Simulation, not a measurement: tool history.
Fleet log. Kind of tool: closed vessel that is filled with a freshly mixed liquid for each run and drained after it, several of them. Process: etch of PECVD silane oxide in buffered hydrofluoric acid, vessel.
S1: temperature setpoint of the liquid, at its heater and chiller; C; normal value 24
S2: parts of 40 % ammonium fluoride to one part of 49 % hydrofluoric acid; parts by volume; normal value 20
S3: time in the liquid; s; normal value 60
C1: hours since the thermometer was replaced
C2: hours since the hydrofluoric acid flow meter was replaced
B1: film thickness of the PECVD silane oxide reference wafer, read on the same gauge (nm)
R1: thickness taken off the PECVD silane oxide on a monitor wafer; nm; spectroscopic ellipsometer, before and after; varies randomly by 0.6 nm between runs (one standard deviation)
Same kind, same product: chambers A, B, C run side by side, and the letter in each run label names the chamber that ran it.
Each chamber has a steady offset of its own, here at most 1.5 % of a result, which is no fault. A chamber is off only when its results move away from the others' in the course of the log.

run 1B hour=8.4 | S1=24 S2=20 S3=60 | C1=1997.1 C2=797 | B1=149.99 | R1=73.629
run 2A hour=14.4 | S1=24 S2=20 S3=60 | C1=875.3 C2=590.7 | B1=149.95 | R1=74.722
run 3C hour=20.9 | S1=24 S2=20 S3=60 | C1=354.4 C2=1869.5 | B1=150 | R1=72.03
run 4B hour=31.6 | S1=24 S2=20 S3=60 | C1=2020.3 C2=820.2 | B1=149.97 | R1=74.141
-- hour=36.2 chamber C: hydrofluoric acid flow meter replaced
run 5A hour=40.3 | S1=24 S2=20 S3=60 | C1=901.2 C2=616.6 | B1=150.01 | R1=74.631
run 6C hour=49.6 | S1=24 S2=20 S3=60 | C1=383.1 C2=13.5 | B1=150 | R1=73.071
run 7B hour=56.8 | S1=24 S2=20 S3=60 | C1=2045.5 C2=845.4 | B1=150.02 | R1=73.601
run 8C hour=65.6 | S1=24 S2=20 S3=60 | C1=399.1 C2=29.5 | B1=149.97 | R1=73.259
run 9A hour=75.2 | S1=24 S2=20 S3=60 | C1=936.1 C2=651.5 | B1=149.99 | R1=75.343
run 10C hour=84.8 | S1=24 S2=16 S3=90 | C1=418.3 C2=48.7 | B1=149.98 | R1=136.62
run 11B hour=93.5 | S1=24 S2=16 S3=90 | C1=2082.2 C2=882.1 | B1=149.99 | R1=139.45
run 12A hour=100.8 | S1=24 S2=16 S3=90 | C1=961.7 C2=677.1 | B1=149.99 | R1=141.51
run 13A hour=108.2 | S1=24 S2=20 S3=60 | C1=969.1 C2=684.5 | B1=149.98 | R1=75.622
run 14B hour=116.2 | S1=24 S2=20 S3=60 | C1=2104.9 C2=904.8 | B1=149.99 | R1=74.913
run 15C hour=121 | S1=24 S2=20 S3=60 | C1=454.5 C2=84.9 | B1=150.01 | R1=74.054
run 16B hour=129.5 | S1=24 S2=24.5 S3=45 | C1=2118.2 C2=918.1 | B1=149.99 | R1=48.66
run 17C hour=137.6 | S1=24 S2=24.5 S3=45 | C1=471.1 C2=101.5 | B1=149.99 | R1=47.953
run 18A hour=148.4 | S1=24 S2=24.5 S3=45 | C1=1009.3 C2=724.7 | B1=149.96 | R1=51.307
run 19C hour=153.7 | S1=24 S2=20 S3=60 | C1=487.2 C2=117.6 | B1=150.02 | R1=72.783
-- hour=159.4 chamber A: hydrofluoric acid flow meter replaced
run 20A hour=164.4 | S1=24 S2=20 S3=60 | C1=1025.3 C2=5 | B1=150.01 | R1=78.074
run 21B hour=172.2 | S1=24 S2=20 S3=60 | C1=2160.9 C2=960.8 | B1=149.99 | R1=74.551
run 22B hour=179.3 | S1=19.5 S2=16 S3=60 | C1=2168 C2=967.9 | B1=150 | R1=72.104
run 23C hour=184.2 | S1=19.5 S2=16 S3=60 | C1=517.7 C2=148.1 | B1=150.01 | R1=70.768
run 24A hour=192.5 | S1=19.5 S2=16 S3=60 | C1=1053.4 C2=33.1 | B1=150.03 | R1=78.585
run 25A hour=201.1 | S1=24 S2=20 S3=60 | C1=1062 C2=41.7 | B1=149.99 | R1=79.963
run 26B hour=211.3 | S1=24 S2=20 S3=60 | C1=2200 C2=999.9 | B1=150.03 | R1=74.469
run 27C hour=218.5 | S1=29 S2=20 S3=60 | C1=552 C2=182.4 | B1=149.98 | R1=97.157
run 28A hour=224.9 | S1=29 S2=20 S3=60 | C1=1085.8 C2=65.5 | B1=150 | R1=106.64
run 29B hour=232 | S1=29 S2=20 S3=60 | C1=2220.7 C2=1020.6 | B1=149.98 | R1=95.744

Next, every chamber runs the same settings. What will each give?
run 30A hour=239.8 | S1=24 S2=20 S3=75 | R1=?
run 30B hour=239.8 | S1=24 S2=20 S3=75 | R1=?
run 30C hour=239.8 | S1=24 S2=20 S3=75 | R1=?

run=30A R1=102.57
run=30B R1=93.761
run=30C R1=90.307
